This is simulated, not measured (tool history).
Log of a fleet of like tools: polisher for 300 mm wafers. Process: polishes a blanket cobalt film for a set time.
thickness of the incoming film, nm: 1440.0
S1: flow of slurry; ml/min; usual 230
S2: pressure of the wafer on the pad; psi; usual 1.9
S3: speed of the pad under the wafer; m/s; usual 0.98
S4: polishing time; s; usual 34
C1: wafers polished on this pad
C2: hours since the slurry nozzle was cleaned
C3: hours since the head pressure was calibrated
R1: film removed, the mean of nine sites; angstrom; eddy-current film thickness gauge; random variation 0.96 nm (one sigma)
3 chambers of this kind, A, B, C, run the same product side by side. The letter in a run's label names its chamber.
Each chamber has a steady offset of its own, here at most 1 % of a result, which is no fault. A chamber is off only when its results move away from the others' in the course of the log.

run 1B hour=2.3 | S1=230 S2=1.9 S3=0.98 S4=34 | C1=157 C2=78.1 C3=963.4 | R1=1304.4
run 2A hour=6.4 | S1=230 S2=1.9 S3=0.98 S4=34 | C1=331 C2=278.2 C3=770.7 | R1=1282
run 3C hour=8.7 | S1=230 S2=1.9 S3=0.98 S4=34 | C1=744 C2=340.8 C3=451.5 | R1=1289.9
run 4A hour=13.3 | S1=230 S2=1.9 S3=0.98 S4=34 | C1=385 C2=285.1 C3=777.6 | R1=1291.7
run 5B hour=15.9 | S1=230 S2=1.9 S3=0.98 S4=34 | C1=264 C2=91.7 C3=977 | R1=1322.3
-- hour=18.6 chamber A: head pressure recalibrated
run 6C hour=20.4 | S1=230 S2=1.9 S3=0.98 S4=34 | C1=837 C2=352.5 C3=463.2 | R1=1292.8
run 7B hour=24.8 | S1=230 S2=1.9 S3=0.98 S4=34 | C1=334 C2=100.6 C3=985.9 | R1=1292.9
run 8C hour=28 | S1=185 S2=1.9 S3=0.98 S4=43 | C1=896 C2=360.1 C3=470.8 | R1=1589.4
run 9A hour=31.9 | S1=185 S2=1.9 S3=0.98 S4=43 | C1=532 C2=303.7 C3=13.3 | R1=1610.5
run 10B hour=36.6 | S1=185 S2=1.9 S3=0.98 S4=43 | C1=427 C2=112.4 C3=997.7 | R1=1597.7
run 11A hour=39 | S1=230 S2=1.9 S3=0.98 S4=34 | C1=588 C2=310.8 C3=20.4 | R1=1287.7
run 12C hour=42.6 | S1=230 S2=1.9 S3=0.98 S4=34 | C1=1011 C2=374.7 C3=485.4 | R1=1250.3
run 13B hour=45.2 | S1=230 S2=1.9 S3=0.98 S4=34 | C1=495 C2=121 C3=1006.3 | R1=1306.5
run 14A hour=50.4 | S1=230 S2=1.9 S3=0.98 S4=34 | C1=677 C2=322.2 C3=31.8 | R1=1309
run 15C hour=53.2 | S1=230 S2=1.9 S3=0.98 S4=34 | C1=1095 C2=385.3 C3=496 | R1=1263.3
run 16B hour=57 | S1=165 S2=1.4 S3=0.98 S4=34 | C1=588 C2=132.8 C3=1018.1 | R1=924.59
run 17A hour=60.1 | S1=165 S2=1.4 S3=0.98 S4=34 | C1=754 C2=331.9 C3=41.5 | R1=909.38
run 18C hour=62.5 | S1=165 S2=1.4 S3=0.98 S4=34 | C1=1168 C2=394.6 C3=505.3 | R1=889.94
run 19B hour=66.7 | S1=230 S2=1.9 S3=0.98 S4=34 | C1=664 C2=142.5 C3=1027.8 | R1=1303.4
run 20A hour=69.2 | S1=230 S2=1.9 S3=0.98 S4=34 | C1=826 C2=341 C3=50.6 | R1=1309.9
run 21C hour=72.6 | S1=230 S2=1.9 S3=0.98 S4=34 | C1=1248 C2=404.7 C3=515.4 | R1=1237.4
run 22B hour=77 | S1=230 S2=1.4 S3=0.98 S4=44 | C1=746 C2=152.8 C3=1038.1 | R1=1249.5
run 23C hour=82.1 | S1=230 S2=1.4 S3=0.98 S4=44 | C1=1323 C2=414.2 C3=524.9 | R1=1175.5
run 24A hour=84.9 | S1=230 S2=1.4 S3=0.98 S4=44 | C1=949 C2=356.7 C3=66.3 | R1=1240.1
run 25A hour=88.7 | S1=230 S2=1.9 S3=0.98 S4=34 | C1=979 C2=360.5 C3=70.1 | R1=1284
run 26B hour=93.5 | S1=230 S2=1.9 S3=0.98 S4=34 | C1=876 C2=169.3 C3=1054.6 | R1=1309.9
run 27C hour=98.8 | S1=230 S2=1.9 S3=0.98 S4=34 | C1=1454 C2=430.9 C3=541.6 | R1=1226.8
run 28A hour=102.3 | S1=230 S2=1.9 S3=0.98 S4=34 | C1=1086 C2=374.1 C3=83.7 | R1=1300
run 29C hour=105.9 | S1=230 S2=1.9 S3=0.98 S4=34 | C1=1510 C2=438 C3=548.7 | R1=1204.5
run 30B hour=109 | S1=230 S2=1.9 S3=0.98 S4=34 | C1=998 C2=184.8 C3=1070.1 | R1=1301
run 31B hour=114 | S1=230 S2=1.9 S3=0.98 S4=34 | C1=1037 C2=189.8 C3=1075.1 | R1=1306.9
run 32A hour=116.6 | S1=230 S2=1.9 S3=0.98 S4=34 | C1=1199 C2=388.4 C3=98 | R1=1308.9
run 33C hour=119.1 | S1=230 S2=1.9 S3=0.98 S4=34 | C1=1614 C2=451.2 C3=561.9 | R1=1197.1
run 34B hour=123 | S1=230 S2=1.9 S3=0.98 S4=34 | C1=1108 C2=198.8 C3=1084.1 | R1=1314.1
run 35C hour=126.4 | S1=230 S2=1.9 S3=0.98 S4=34 | C1=1672 C2=458.5 C3=569.2 | R1=1202.1
run 36A hour=131.1 | S1=230 S2=1.9 S3=0.98 S4=34 | C1=1313 C2=402.9 C3=112.5 | R1=1297.2
run 37B hour=134.4 | S1=230 S2=1.9 S3=0.98 S4=34 | C1=1198 C2=210.2 C3=1095.5 | R1=1318.7
run 38C hour=137.7 | S1=230 S2=1.9 S3=0.98 S4=34 | C1=1761 C2=469.8 C3=580.5 | R1=1189.3
run 39A hour=140.2 | S1=230 S2=1.9 S3=0.98 S4=34 | C1=1385 C2=412 C3=121.6 | R1=1284
run 40C hour=145 | S1=230 S2=2.5 S3=0.98 S4=26 | C1=1818 C2=477.1 C3=587.8 | R1=1186.1
-- hour=145.5 chamber B: worn pad replaced by a new one
-- hour=148 chamber A: worn pad replaced by a new one
run 41B hour=148.5 | S1=230 S2=2.5 S3=0.98 S4=26 | C1=24 C2=224.3 C3=1109.6 | R1=1295.6
run 42A hour=151.3 | S1=230 S2=2.5 S3=0.98 S4=26 | C1=26 C2=423.1 C3=132.7 | R1=1330.5
run 43B hour=155.6 | S1=230 S2=1.9 S3=0.98 S4=34 | C1=80 C2=231.4 C3=1116.7 | R1=1301.6
run 44A hour=157.9 | S1=230 S2=1.9 S3=0.98 S4=34 | C1=78 C2=429.7 C3=139.3 | R1=1283.6

All 3 chambers run these settings next. Forecast each chamber's results:
run 45A hour=161.8 | S1=230 S2=1.9 S3=0.98 S4=34 | R1=?
run 45B hour=161.8 | S1=230 S2=1.9 S3=0.98 S4=34 | R1=?
run 45C hour=161.8 | S1=230 S2=1.9 S3=0.98 S4=34 | R1=?

run=45A R1=1308.6
run=45B R1=1317.1
run=45C R1=1170.6
